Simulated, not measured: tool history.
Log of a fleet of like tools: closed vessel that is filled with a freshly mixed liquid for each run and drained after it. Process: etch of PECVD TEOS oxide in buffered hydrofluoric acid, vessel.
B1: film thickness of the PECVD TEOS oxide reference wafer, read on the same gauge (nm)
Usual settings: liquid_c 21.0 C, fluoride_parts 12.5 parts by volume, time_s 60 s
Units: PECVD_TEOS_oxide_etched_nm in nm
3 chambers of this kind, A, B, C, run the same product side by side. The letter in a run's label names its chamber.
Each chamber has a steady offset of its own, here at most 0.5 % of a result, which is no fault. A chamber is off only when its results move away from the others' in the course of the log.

Run 1A, day 0.442: usual settings; B1 50.016. Result: PECVD_TEOS_oxide_etched_nm 86.862 nm.
Run 2B, day 1.017: usual settings; B1 50.009. Result: PECVD_TEOS_oxide_etched_nm 86.534 nm.
Run 3C, day 1.458: usual settings; B1 49.992. Result: PECVD_TEOS_oxide_etched_nm 87.095 nm.
Run 4C, day 1.733: usual settings; B1 50.001. Result: PECVD_TEOS_oxide_etched_nm 87.015 nm.
Run 5B, day 2.350: usual settings; B1 49.993. Result: PECVD_TEOS_oxide_etched_nm 86.808 nm.
Run 6A, day 2.783: usual settings; B1 49.990. Result: PECVD_TEOS_oxide_etched_nm 87.078 nm.
Run 7B, day 3.062: usual settings; B1 49.992. Result: PECVD_TEOS_oxide_etched_nm 86.766 nm.
Run 8A, day 3.662: usual settings; B1 50.007. Result: PECVD_TEOS_oxide_etched_nm 86.668 nm.
Run 9C, day 3.950: usual settings; B1 49.962. Result: PECVD_TEOS_oxide_etched_nm 86.390 nm.
Run 10B, day 4.496: usual settings; B1 50.026. Result: PECVD_TEOS_oxide_etched_nm 86.406 nm.
Run 11C, day 5.071: usual settings; B1 49.985. Result: PECVD_TEOS_oxide_etched_nm 87.219 nm.
Run 12A, day 5.650: usual settings; B1 49.998. Result: PECVD_TEOS_oxide_etched_nm 86.674 nm.
Run 13A, day 6.038: usual settings; B1 49.988. Result: PECVD_TEOS_oxide_etched_nm 86.686 nm.
Run 14B, day 6.650: usual settings but fluoride_parts 16.0 parts by volume; B1 50.001. Result: PECVD_TEOS_oxide_etched_nm 67.647 nm.
At day 6.962: chamber B: thermometer replaced.
Run 15C, day 7.267: usual settings but fluoride_parts 16.0 parts by volume; B1 49.998. Result: PECVD_TEOS_oxide_etched_nm 68.206 nm.
Run 16C, day 7.900: usual settings but fluoride_parts 16.0 parts by volume; B1 49.999. Result: PECVD_TEOS_oxide_etched_nm 68.017 nm.
At day 8.292: chamber A: hydrofluoric acid flow meter replaced.
Run 17A, day 8.400: usual settings; B1 49.997. Result: PECVD_TEOS_oxide_etched_nm 85.378 nm.
Run 18B, day 9.017: usual settings; B1 49.985. Result: PECVD_TEOS_oxide_etched_nm 86.657 nm.
Run 19A, day 9.492: usual settings; B1 50.015. Result: PECVD_TEOS_oxide_etched_nm 85.811 nm.
Run 20B, day 9.971: usual settings but fluoride_parts 8.0 parts by volume, time_s 50 s; B1 50.023. Result: PECVD_TEOS_oxide_etched_nm 109.960 nm.
Run 21C, day 10.546: usual settings but fluoride_parts 8.0 parts by volume, time_s 50 s; B1 50.016. Result: PECVD_TEOS_oxide_etched_nm 108.260 nm.
Run 22B, day 10.954: usual settings but fluoride_parts 8.0 parts by volume, time_s 50 s; B1 50.005. Result: PECVD_TEOS_oxide_etched_nm 110.010 nm.
Run 23C, day 11.421: usual settings but time_s 75 s; B1 50.012. Result: PECVD_TEOS_oxide_etched_nm 108.420 nm.
Run 24A, day 11.983: usual settings but time_s 75 s; B1 50.014. Result: PECVD_TEOS_oxide_etched_nm 105.650 nm.
Run 25B, day 12.317: usual settings but time_s 75 s; B1 50.011. Result: PECVD_TEOS_oxide_etched_nm 108.620 nm.
Run 26A, day 12.842: usual settings but liquid_c 18.0 C, fluoride_parts 14.5 parts by volume; B1 49.984. Result: PECVD_TEOS_oxide_etched_nm 61.329 nm.
Run 27C, day 13.362: usual settings but liquid_c 18.0 C, fluoride_parts 14.5 parts by volume; B1 49.991. Result: PECVD_TEOS_oxide_etched_nm 63.753 nm.
Run 28C, day 13.929: usual settings but liquid_c 18.0 C, fluoride_parts 14.5 parts by volume; B1 50.033. Result: PECVD_TEOS_oxide_etched_nm 63.605 nm.
Run 29A, day 14.546: usual settings but liquid_c 17.5 C; B1 50.011. Result: PECVD_TEOS_oxide_etched_nm 68.624 nm.
Run 30B, day 15.054: usual settings but liquid_c 17.5 C; B1 50.007. Result: PECVD_TEOS_oxide_etched_nm 71.368 nm.
Run 31A, day 15.338: usual settings but liquid_c 17.5 C; B1 49.998. Result: PECVD_TEOS_oxide_etched_nm 68.190 nm.

Is one chamber off against the others, does the gauge drift, or is nothing wrong? If a chamber is off, say which, and what the likeliest cause is.

Chamber A drifts away from the others.
Cause: liquid colder than its thermometer reads (K) = 0.842.

Here are 4 candidates for chamber A's next run, each the usual settings with a change, their results left as question marks. Which one brings its results back in line with what the others give on the usual settings?
In line means no further than this from the other chambers' mean on the usual settings: PECVD_TEOS_oxide_etched_nm 1.400 nm
Run 32A-1, day 15.796: usual settings but fluoride_parts 13.0 parts by volume. Result: PECVD_TEOS_oxide_etched_nm ?.
Run 32A-2, day 15.796: usual settings but fluoride_parts 12.0 parts by volume. Result: PECVD_TEOS_oxide_etched_nm ?.
Run 32A-3, day 15.796: usual settings but liquid_c 19.5 C. Result: PECVD_TEOS_oxide_etched_nm ?.
Run 32A-4, day 15.796: usual settings but liquid_c 22.5 C. Result: PECVD_TEOS_oxide_etched_nm ?.

The other chambers' mean on the usual settings: PECVD_TEOS_oxide_etched_nm 86.671 nm
  run  PECVD_TEOS_oxide_etched_nm
32A-1                      79.647
32A-2                      86.115
32A-3                      75.973
32A-4                      90.065
32A-2 brings the chamber back in line.

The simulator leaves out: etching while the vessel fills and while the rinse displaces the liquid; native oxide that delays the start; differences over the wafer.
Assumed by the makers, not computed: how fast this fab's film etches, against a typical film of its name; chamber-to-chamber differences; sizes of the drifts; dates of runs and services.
